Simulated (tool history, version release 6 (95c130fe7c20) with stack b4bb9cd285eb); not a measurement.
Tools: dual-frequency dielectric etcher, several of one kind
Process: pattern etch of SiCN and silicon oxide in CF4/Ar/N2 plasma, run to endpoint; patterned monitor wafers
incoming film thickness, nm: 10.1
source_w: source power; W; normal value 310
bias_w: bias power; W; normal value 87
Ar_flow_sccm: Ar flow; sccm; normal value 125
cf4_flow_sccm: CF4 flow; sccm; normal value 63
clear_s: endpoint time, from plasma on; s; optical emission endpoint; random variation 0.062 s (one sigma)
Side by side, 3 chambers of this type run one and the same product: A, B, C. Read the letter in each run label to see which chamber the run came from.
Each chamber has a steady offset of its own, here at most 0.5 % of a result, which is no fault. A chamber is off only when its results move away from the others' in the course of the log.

run 1A day=0.329 | source_w=310 bias_w=87 Ar_flow_sccm=125 cf4_flow_sccm=63 | clear_s=15.87
run 2B day=0.538 | source_w=310 bias_w=87 Ar_flow_sccm=125 cf4_flow_sccm=63 | clear_s=16.029
run 3C day=0.854 | source_w=310 bias_w=87 Ar_flow_sccm=125 cf4_flow_sccm=63 | clear_s=15.861
run 4B day=1.15 | source_w=310 bias_w=87 Ar_flow_sccm=125 cf4_flow_sccm=63 | clear_s=15.939
run 5A day=1.408 | source_w=310 bias_w=87 Ar_flow_sccm=125 cf4_flow_sccm=63 | clear_s=15.954
run 6C day=1.633 | source_w=310 bias_w=87 Ar_flow_sccm=125 cf4_flow_sccm=63 | clear_s=15.919
run 7A day=1.808 | source_w=310 bias_w=87 Ar_flow_sccm=125 cf4_flow_sccm=63 | clear_s=15.928
run 8B day=1.975 | source_w=310 bias_w=87 Ar_flow_sccm=125 cf4_flow_sccm=63 | clear_s=16.033
run 9C day=2.308 | source_w=310 bias_w=87 Ar_flow_sccm=125 cf4_flow_sccm=63 | clear_s=15.995
run 10C day=2.638 | source_w=310 bias_w=87 Ar_flow_sccm=125 cf4_flow_sccm=63 | clear_s=16.039
run 11B day=2.862 | source_w=310 bias_w=87 Ar_flow_sccm=125 cf4_flow_sccm=63 | clear_s=16.012
run 12A day=3.042 | source_w=310 bias_w=87 Ar_flow_sccm=125 cf4_flow_sccm=63 | clear_s=16.215
run 13C day=3.292 | source_w=310 bias_w=87 Ar_flow_sccm=125 cf4_flow_sccm=63 | clear_s=16.031
run 14B day=3.533 | source_w=250 bias_w=103 Ar_flow_sccm=125 cf4_flow_sccm=63 | clear_s=17.98
run 15A day=3.788 | source_w=250 bias_w=103 Ar_flow_sccm=125 cf4_flow_sccm=63 | clear_s=18.456
run 16C day=4.088 | source_w=250 bias_w=103 Ar_flow_sccm=125 cf4_flow_sccm=63 | clear_s=18.01
-- day=4.238 chamber B: wet clean of the chamber
run 17B day=4.367 | source_w=310 bias_w=87 Ar_flow_sccm=125 cf4_flow_sccm=63 | clear_s=16.007
run 18A day=4.567 | source_w=310 bias_w=87 Ar_flow_sccm=125 cf4_flow_sccm=63 | clear_s=16.433
run 19C day=4.758 | source_w=310 bias_w=87 Ar_flow_sccm=125 cf4_flow_sccm=63 | clear_s=16.054
run 20A day=4.992 | source_w=310 bias_w=87 Ar_flow_sccm=125 cf4_flow_sccm=63 | clear_s=16.504
-- day=5.258 chamber C: wet clean of the chamber
run 21B day=5.288 | source_w=310 bias_w=87 Ar_flow_sccm=125 cf4_flow_sccm=63 | clear_s=15.928
run 22C day=5.592 | source_w=310 bias_w=87 Ar_flow_sccm=125 cf4_flow_sccm=63 | clear_s=16.031
run 23B day=5.783 | source_w=350 bias_w=87 Ar_flow_sccm=125 cf4_flow_sccm=73 | clear_s=14.074
run 24A day=6.029 | source_w=350 bias_w=87 Ar_flow_sccm=125 cf4_flow_sccm=73 | clear_s=14.655
run 25C day=6.212 | source_w=350 bias_w=87 Ar_flow_sccm=125 cf4_flow_sccm=73 | clear_s=14.046
run 26B day=6.438 | source_w=310 bias_w=87 Ar_flow_sccm=125 cf4_flow_sccm=63 | clear_s=16.092
run 27A day=6.583 | source_w=310 bias_w=87 Ar_flow_sccm=125 cf4_flow_sccm=63 | clear_s=16.69
run 28C day=6.867 | source_w=310 bias_w=87 Ar_flow_sccm=151 cf4_flow_sccm=58 | clear_s=16.635

Read the log: is a single chamber off, either drifting away or since a service, is the gauge that measures every chamber drifting, or is nothing wrong beyond small per-chamber offsets? Name any odd chamber and what most likely caused it.

One chamber, A, drifts off from the rest bit by bit.
What lies behind it: etch rate under this chamber's usual, % = 5.47.

Below are 4 candidate recipes for chamber A's next run, each the usual settings with a change, their results shown as question marks. Which of them brings A's results back in line with what the other chambers give on the usual settings?
In line means no further than this from the other chambers' mean on the usual settings: clear_s 0.22 s
run 29A-1 day=7.104 | source_w=310 bias_w=97 Ar_flow_sccm=125 cf4_flow_sccm=66 | clear_s=?
run 29A-2 day=7.104 | source_w=310 bias_w=87 Ar_flow_sccm=134 cf4_flow_sccm=59 | clear_s=?
run 29A-3 day=7.104 | source_w=310 bias_w=78 Ar_flow_sccm=130 cf4_flow_sccm=61 | clear_s=?
run 29A-4 day=7.104 | source_w=310 bias_w=91 Ar_flow_sccm=123 cf4_flow_sccm=64 | clear_s=?

Mean of the other chambers on the usual settings: clear_s 15.985 s
run=29A-1 clear_s=16.004
run=29A-2 clear_s=17.116
run=29A-3 clear_s=17.668
run=29A-4 clear_s=16.428
29A-1 puts the chamber back in line with the other chambers.

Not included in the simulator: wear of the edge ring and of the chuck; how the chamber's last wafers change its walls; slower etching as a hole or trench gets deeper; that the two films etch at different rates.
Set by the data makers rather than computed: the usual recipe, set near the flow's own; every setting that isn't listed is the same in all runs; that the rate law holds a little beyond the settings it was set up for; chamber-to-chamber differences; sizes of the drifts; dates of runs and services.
